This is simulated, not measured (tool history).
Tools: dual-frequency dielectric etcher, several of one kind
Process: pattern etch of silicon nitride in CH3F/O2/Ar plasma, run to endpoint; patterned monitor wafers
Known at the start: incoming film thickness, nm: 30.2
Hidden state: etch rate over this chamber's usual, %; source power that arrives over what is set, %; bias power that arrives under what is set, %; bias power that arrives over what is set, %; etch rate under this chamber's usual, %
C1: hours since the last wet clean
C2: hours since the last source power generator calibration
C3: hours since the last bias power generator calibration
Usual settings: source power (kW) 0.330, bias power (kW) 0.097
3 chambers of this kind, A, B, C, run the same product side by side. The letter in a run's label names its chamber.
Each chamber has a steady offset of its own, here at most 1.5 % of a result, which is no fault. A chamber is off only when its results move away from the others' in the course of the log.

Run 1C, hour 2.1: usual settings; C1 99.2; C2 6.9; C3 2010.3. Result: endpoint time (s) 42.067.
Run 2A, hour 4.1: usual settings; C1 112.4; C2 1725.5; C3 1138.5. Result: endpoint time (s) 42.260.
Run 3B, hour 7.2: usual settings; C1 29.8; C2 2718.1; C3 257.5. Result: endpoint time (s) 42.725.
Run 4A, hour 10.6: usual settings; C1 118.9; C2 1732.0; C3 1145.0. Result: endpoint time (s) 42.290.
Run 5B, hour 14.3: usual settings; C1 36.9; C2 2725.2; C3 264.6. Result: endpoint time (s) 42.571.
Run 6C, hour 17.5: usual settings but source power (kW) 0.390, bias power (kW) 0.087; C1 114.6; C2 22.3; C3 2025.7. Result: endpoint time (s) 41.096.
Run 7C, hour 20.7: usual settings but source power (kW) 0.390, bias power (kW) 0.087; C1 117.8; C2 25.5; C3 2028.9. Result: endpoint time (s) 41.478.
Run 8B, hour 23.6: usual settings but source power (kW) 0.390, bias power (kW) 0.087; C1 46.2; C2 2734.5; C3 273.9. Result: endpoint time (s) 41.600.
Run 9A, hour 25.7: usual settings; C1 134.0; C2 1747.1; C3 1160.1. Result: endpoint time (s) 42.164.
Run 10A, hour 29.1: usual settings; C1 137.4; C2 1750.5; C3 1163.5. Result: endpoint time (s) 42.175.
Run 11B, hour 32.2: usual settings; C1 54.8; C2 2743.1; C3 282.5. Result: endpoint time (s) 42.813.
Run 12C, hour 35.1: usual settings; C1 132.2; C2 39.9; C3 2043.3. Result: endpoint time (s) 42.395.
Run 13B, hour 38.7: usual settings but bias power (kW) 0.119; C1 61.3; C2 2749.6; C3 289.0. Result: endpoint time (s) 39.559.
Run 14C, hour 42.9: usual settings but bias power (kW) 0.119; C1 140.0; C2 47.7; C3 2051.1. Result: endpoint time (s) 38.974.
Run 15A, hour 46.3: usual settings but bias power (kW) 0.119; C1 154.6; C2 1767.7; C3 1180.7. Result: endpoint time (s) 38.775.
Run 16C, hour 49.2: usual settings; C1 146.3; C2 54.0; C3 2057.4. Result: endpoint time (s) 42.341.
Run 17A, hour 52.5: usual settings; C1 160.8; C2 1773.9; C3 1186.9. Result: endpoint time (s) 42.394.
Run 18B, hour 55.7: usual settings; C1 78.3; C2 2766.6; C3 306.0. Result: endpoint time (s) 42.942.
Run 19A, hour 60.0: usual settings; C1 168.3; C2 1781.4; C3 1194.4. Result: endpoint time (s) 42.550.
Run 20B, hour 64.3: usual settings; C1 86.9; C2 2775.2; C3 314.6. Result: endpoint time (s) 42.959.
Run 21C, hour 67.8: usual settings; C1 164.9; C2 72.6; C3 2076.0. Result: endpoint time (s) 41.932.
Run 22B, hour 71.8: usual settings; C1 94.4; C2 2782.7; C3 322.1. Result: endpoint time (s) 42.947.
Run 23A, hour 75.4: usual settings; C1 183.7; C2 1796.8; C3 1209.8. Result: endpoint time (s) 42.259.
Run 24C, hour 79.1: usual settings but bias power (kW) 0.077; C1 176.2; C2 83.9; C3 2087.3. Result: endpoint time (s) 45.766.
Run 25B, hour 82.5: usual settings but bias power (kW) 0.077; C1 105.1; C2 2793.4; C3 332.8. Result: endpoint time (s) 46.500.
Run 26C, hour 86.1: usual settings but bias power (kW) 0.077; C1 183.2; C2 90.9; C3 2094.3. Result: endpoint time (s) 45.556.
Run 27A, hour 90.2: usual settings; C1 198.5; C2 1811.6; C3 1224.6. Result: endpoint time (s) 42.238.
Run 28B, hour 93.1: usual settings; C1 115.7; C2 2804.0; C3 343.4. Result: endpoint time (s) 42.912.
Run 29C, hour 97.5: usual settings; C1 194.6; C2 102.3; C3 2105.7. Result: endpoint time (s) 41.942.
Run 30A, hour 100.5: usual settings; C1 208.8; C2 1821.9; C3 1234.9. Result: endpoint time (s) 41.668.
Run 31A, hour 103.9: usual settings; C1 212.2; C2 1825.3; C3 1238.3. Result: endpoint time (s) 42.305.
Run 32B, hour 107.9: usual settings; C1 130.5; C2 2818.8; C3 358.2. Result: endpoint time (s) 42.586.
At hour 111.4: chamber C: bias power generator calibrated.
Run 33C, hour 112.0: usual settings; C1 209.1; C2 116.8; C3 0.7. Result: endpoint time (s) 42.080.
Run 34A, hour 114.2: usual settings; C1 222.5; C2 1835.6; C3 1248.6. Result: endpoint time (s) 42.299.
Run 35C, hour 116.7: usual settings; C1 213.8; C2 121.5; C3 5.4. Result: endpoint time (s) 42.284.
Run 36B, hour 118.8: usual settings; C1 141.4; C2 2829.7; C3 369.1. Result: endpoint time (s) 42.907.
Run 37A, hour 122.5: usual settings but source power (kW) 0.270, bias power (kW) 0.081; C1 230.8; C2 1843.9; C3 1256.9. Result: endpoint time (s) 48.671.
Run 38C, hour 126.5: usual settings but source power (kW) 0.270, bias power (kW) 0.081; C1 223.6; C2 131.3; C3 15.2. Result: endpoint time (s) 48.523.
Run 39B, hour 128.7: usual settings but source power (kW) 0.270, bias power (kW) 0.081; C1 151.3; C2 2839.6; C3 379.0. Result: endpoint time (s) 49.390.

All 3 chambers run these settings next. Forecast each chamber's results:
Run 40A, hour 131.9: usual settings. Result: endpoint time (s) ?.
Run 40B, hour 131.9: usual settings. Result: endpoint time (s) ?.
Run 40C, hour 131.9: usual settings. Result: endpoint time (s) ?.

run  endpoint time (s)
40A             42.327
40B             42.596
40C             41.915

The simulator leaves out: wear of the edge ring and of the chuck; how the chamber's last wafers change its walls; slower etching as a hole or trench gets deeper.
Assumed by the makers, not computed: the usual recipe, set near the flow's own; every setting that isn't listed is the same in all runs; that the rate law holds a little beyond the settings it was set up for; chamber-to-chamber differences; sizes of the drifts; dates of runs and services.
